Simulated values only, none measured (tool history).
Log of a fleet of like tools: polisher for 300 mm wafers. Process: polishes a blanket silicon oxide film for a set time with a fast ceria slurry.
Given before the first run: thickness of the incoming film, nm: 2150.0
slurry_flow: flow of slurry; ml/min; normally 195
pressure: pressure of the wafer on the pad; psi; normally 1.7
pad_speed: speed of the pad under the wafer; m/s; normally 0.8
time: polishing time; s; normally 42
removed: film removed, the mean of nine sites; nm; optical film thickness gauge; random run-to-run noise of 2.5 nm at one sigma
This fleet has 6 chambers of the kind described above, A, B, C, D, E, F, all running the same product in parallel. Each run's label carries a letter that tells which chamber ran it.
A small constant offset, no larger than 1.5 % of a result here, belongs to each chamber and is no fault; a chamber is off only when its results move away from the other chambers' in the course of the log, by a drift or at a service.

run,hour,slurry_flow,pressure,pad_speed,time,wafers polished on this pad,hours since the slurry nozzle was cleaned,hours since the head pressure was calibrated,removed
1D,2.5,195,1.7,0.8,42,1571,85.6,493.3,372.11
2B,4.7,195,1.7,0.8,42,750,314.6,794.2,369.81
# hour 6.7: chamber D: worn pad replaced by a new one
3C,7.3,195,1.7,0.8,42,262,622.5,625.8,375.26
4E,9.6,195,1.7,0.8,42,434,25.3,1022.4,377.01
5A,11.6,195,1.7,0.8,42,194,275.5,191.5,378.34
6F,13.9,195,1.7,0.8,42,224,345.7,1038.1,369.54
7E,16.2,195,1.7,0.8,42,483,31.9,1029,381.28
8D,18.5,195,1.7,0.8,42,87,101.6,509.3,375.17
9C,21.7,195,1.7,0.8,42,369,636.9,640.2,375.2
# hour 23.5: chamber E: worn pad replaced by a new one
10A,24.1,195,1.7,0.8,42,286,288,204,374.26
11B,26.4,195,1.7,0.8,42,910,336.3,815.9,374.6
12F,30.1,195,1.7,0.8,42,344,361.9,1054.3,369.29
13C,32.5,195,1.7,0.8,42,449,647.7,651,375.9
14E,35.3,195,1.7,0.8,42,87,51,1048.1,376.28
15F,37.7,195,1.7,0.8,42,400,369.5,1061.9,364.37
16D,40.5,195,1.7,0.8,42,250,123.6,531.3,368.85
# hour 41.3: chamber C: worn pad replaced by a new one
17A,43.7,195,1.7,1,42,431,307.6,223.6,464.79
18B,46.8,195,1.7,1,42,1061,356.7,836.3,464.69
19C,49.7,195,1.7,1,42,62,664.9,668.2,464.71
20E,53.4,195,1.7,1,42,221,69.1,1066.2,467.42
21F,56.5,195,1.7,1,42,539,388.3,1080.7,457.78
22A,59.6,195,1.7,1,42,549,323.5,239.5,469.52
23D,63.7,195,1.7,0.8,42,422,146.8,554.5,373.59
# hour 63.8: chamber F: worn pad replaced by a new one
24B,65.8,195,1.7,0.8,42,1202,375.7,855.3,376.97
25A,69.7,195,1.7,0.8,42,624,333.6,249.6,375.66
# hour 71.3: chamber A: worn pad replaced by a new one
26F,71.6,195,1.7,0.8,42,57,403.4,1095.8,373.13
27D,75.8,195,2.1,1.04,42,512,158.9,566.6,599.43
# hour 77.1: chamber E: head pressure recalibrated
28B,79.8,195,2.1,1.04,42,1306,389.7,869.3,601.11
# hour 80.2: chamber B: worn pad replaced by a new one
29C,83.8,195,2.1,1.04,42,314,699,702.3,604.9
30E,86.8,195,2.1,1.04,42,469,102.5,9.7,594.99
31F,89.8,195,2.1,1.04,42,192,421.6,1114,591.81
32B,92,195,2.1,1.04,42,87,401.9,881.5,606.17
# hour 92.5: chamber C: head pressure recalibrated
33C,94.5,195,1.7,0.8,42,394,709.7,2,374.52
34A,98.5,195,2.1,0.58,42,201,362.4,278.4,337.32
35D,102,195,2.1,0.58,42,706,185.1,592.8,334.95
# hour 102.5: chamber E: worn pad replaced by a new one
36E,105.6,195,2.1,0.58,42,23,121.3,28.5,334.02
37F,109.4,195,2.1,0.58,42,337,441.2,1133.6,330.2
38D,113.4,195,2.1,0.58,42,790,196.5,604.2,339.41

All chambers now run identical settings, listed one chamber a line with results as question marks. What results will each chamber show?
39A,116.5,255,1.7,0.8,42,,,,?
39B,116.5,255,1.7,0.8,42,,,,?
39C,116.5,255,1.7,0.8,42,,,,?
39D,116.5,255,1.7,0.8,42,,,,?
39E,116.5,255,1.7,0.8,42,,,,?
39F,116.5,255,1.7,0.8,42,,,,?

run,removed
39A,384.52
39B,384.04
39C,383.9
39D,388.57
39E,391.29
39F,378.63

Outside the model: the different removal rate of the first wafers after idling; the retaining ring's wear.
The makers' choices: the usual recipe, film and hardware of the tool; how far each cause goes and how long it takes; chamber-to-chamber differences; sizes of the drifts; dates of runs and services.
